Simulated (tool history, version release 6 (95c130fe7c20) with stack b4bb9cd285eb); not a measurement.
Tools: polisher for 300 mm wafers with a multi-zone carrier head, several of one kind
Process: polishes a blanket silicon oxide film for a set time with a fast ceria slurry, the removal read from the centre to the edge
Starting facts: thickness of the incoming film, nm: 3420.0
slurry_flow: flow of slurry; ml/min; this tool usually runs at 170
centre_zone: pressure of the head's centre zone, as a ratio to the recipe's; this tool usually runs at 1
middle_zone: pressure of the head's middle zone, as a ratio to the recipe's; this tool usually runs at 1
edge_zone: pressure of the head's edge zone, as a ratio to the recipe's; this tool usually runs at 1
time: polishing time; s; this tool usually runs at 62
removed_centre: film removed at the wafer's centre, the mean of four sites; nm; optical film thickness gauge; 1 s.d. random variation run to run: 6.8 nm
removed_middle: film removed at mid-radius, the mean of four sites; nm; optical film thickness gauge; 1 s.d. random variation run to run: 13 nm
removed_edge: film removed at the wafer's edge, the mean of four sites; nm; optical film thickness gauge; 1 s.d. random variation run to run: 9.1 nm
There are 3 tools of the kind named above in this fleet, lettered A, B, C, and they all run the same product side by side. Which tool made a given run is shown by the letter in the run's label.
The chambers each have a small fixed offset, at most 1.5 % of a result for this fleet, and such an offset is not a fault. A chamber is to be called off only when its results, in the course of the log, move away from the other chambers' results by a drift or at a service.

| run | day | slurry_flow | centre_zone | middle_zone | edge_zone | time | removed_centre | removed_middle | removed_edge |
|---|---|---|---|---|---|---|---|---|---|
| 1A | 0.129 | 170 | 1 | 1 | 1 | 62 | 1118.3 | 1107.6 | 1102.5 |
|  | 0.133 | chamber A: worn pad replaced by a new one |
| 2C | 0.35 | 170 | 1 | 1 | 1 | 62 | 1120.8 | 1087.2 | 1098.3 |
| 3B | 0.575 | 170 | 1 | 1 | 1 | 62 | 1116.1 | 1143.9 | 1102.4 |
| 4B | 0.8 | 170 | 1 | 1 | 1 | 62 | 1121.2 | 1118.2 | 1112.5 |
| 5A | 1.012 | 125 | 1 | 1.04 | 1 | 62 | 1042 | 1084.8 | 1051.3 |
|  | 1.054 | chamber B: worn pad replaced by a new one |
| 6C | 1.217 | 125 | 1 | 1.04 | 1 | 62 | 1037.7 | 1063.5 | 1044.2 |
| 7B | 1.438 | 125 | 1 | 1.04 | 1 | 62 | 1061.4 | 1069.7 | 1072.8 |
| 8A | 1.604 | 170 | 1 | 1 | 1 | 62 | 1129.6 | 1131.4 | 1100.5 |
| 9C | 1.804 | 170 | 1 | 1 | 1 | 62 | 1100.2 | 1112.1 | 1083.4 |
| 10B | 2.008 | 170 | 1 | 1 | 1 | 62 | 1125.8 | 1123.7 | 1135 |
| 11C | 2.192 | 140 | 1 | 1 | 1 | 83 | 1409.6 | 1422.9 | 1431.6 |
| 12A | 2.417 | 140 | 1 | 1 | 1 | 83 | 1438 | 1419.8 | 1441.4 |
| 13B | 2.6 | 140 | 1 | 1 | 1 | 83 | 1447.8 | 1439.4 | 1457.6 |
| 14C | 2.767 | 170 | 1 | 1 | 1 | 62 | 1094.3 | 1076.9 | 1083.1 |
| 15A | 2.971 | 170 | 1 | 1 | 1 | 62 | 1117.4 | 1137.4 | 1112.9 |
| 16B | 3.142 | 170 | 1 | 1 | 1 | 62 | 1123.3 | 1094.2 | 1122.5 |
| 17A | 3.342 | 170 | 1 | 1 | 1 | 62 | 1119.8 | 1097.3 | 1112.4 |
| 18C | 3.538 | 170 | 1 | 1 | 1 | 62 | 1077.7 | 1085.1 | 1080.5 |
| 19B | 3.688 | 170 | 1 | 0.91 | 1 | 73 | 1331.6 | 1195.4 | 1310.1 |
| 20C | 3.879 | 170 | 1 | 0.91 | 1 | 73 | 1268.5 | 1161.5 | 1278.4 |
| 21A | 4.054 | 170 | 1 | 0.91 | 1 | 73 | 1316 | 1202.9 | 1315 |
| 22C | 4.288 | 125 | 1 | 1.08 | 1 | 62 | 992.97 | 1047.3 | 1029.6 |
| 23A | 4.412 | 125 | 1 | 1.08 | 1 | 62 | 1038.1 | 1121.5 | 1052 |
| 24B | 4.638 | 125 | 1 | 1.08 | 1 | 62 | 1053.8 | 1121.4 | 1068.7 |
| 25B | 4.742 | 170 | 1 | 1 | 1 | 62 | 1113.7 | 1101 | 1135.6 |
|  | 4.912 | chamber C: centre zone pressure recalibrated |
| 26C | 4.958 | 170 | 1 | 1 | 1 | 62 | 1036.1 | 1061.5 | 1062.9 |
| 27A | 5.142 | 170 | 1 | 1 | 1 | 62 | 1118 | 1094.1 | 1094.3 |
| 28B | 5.371 | 170 | 1 | 1 | 1 | 62 | 1124.9 | 1108.4 | 1132.9 |

The same settings go to every chamber for the next run, one line per chamber below. Forecast the results for each:
| 29A | 5.542 | 170 | 1 | 1 | 1 | 62 | ? | ? | ? |
| 29B | 5.542 | 170 | 1 | 1 | 1 | 62 | ? | ? | ? |
| 29C | 5.542 | 170 | 1 | 1 | 1 | 62 | ? | ? | ? |

| run | removed_centre | removed_middle | removed_edge |
|---|---|---|---|
| 29A | 1129.6 | 1121.3 | 1097 |
| 29B | 1123.6 | 1101.2 | 1120.5 |
| 29C | 1026.9 | 1033 | 1047.1 |
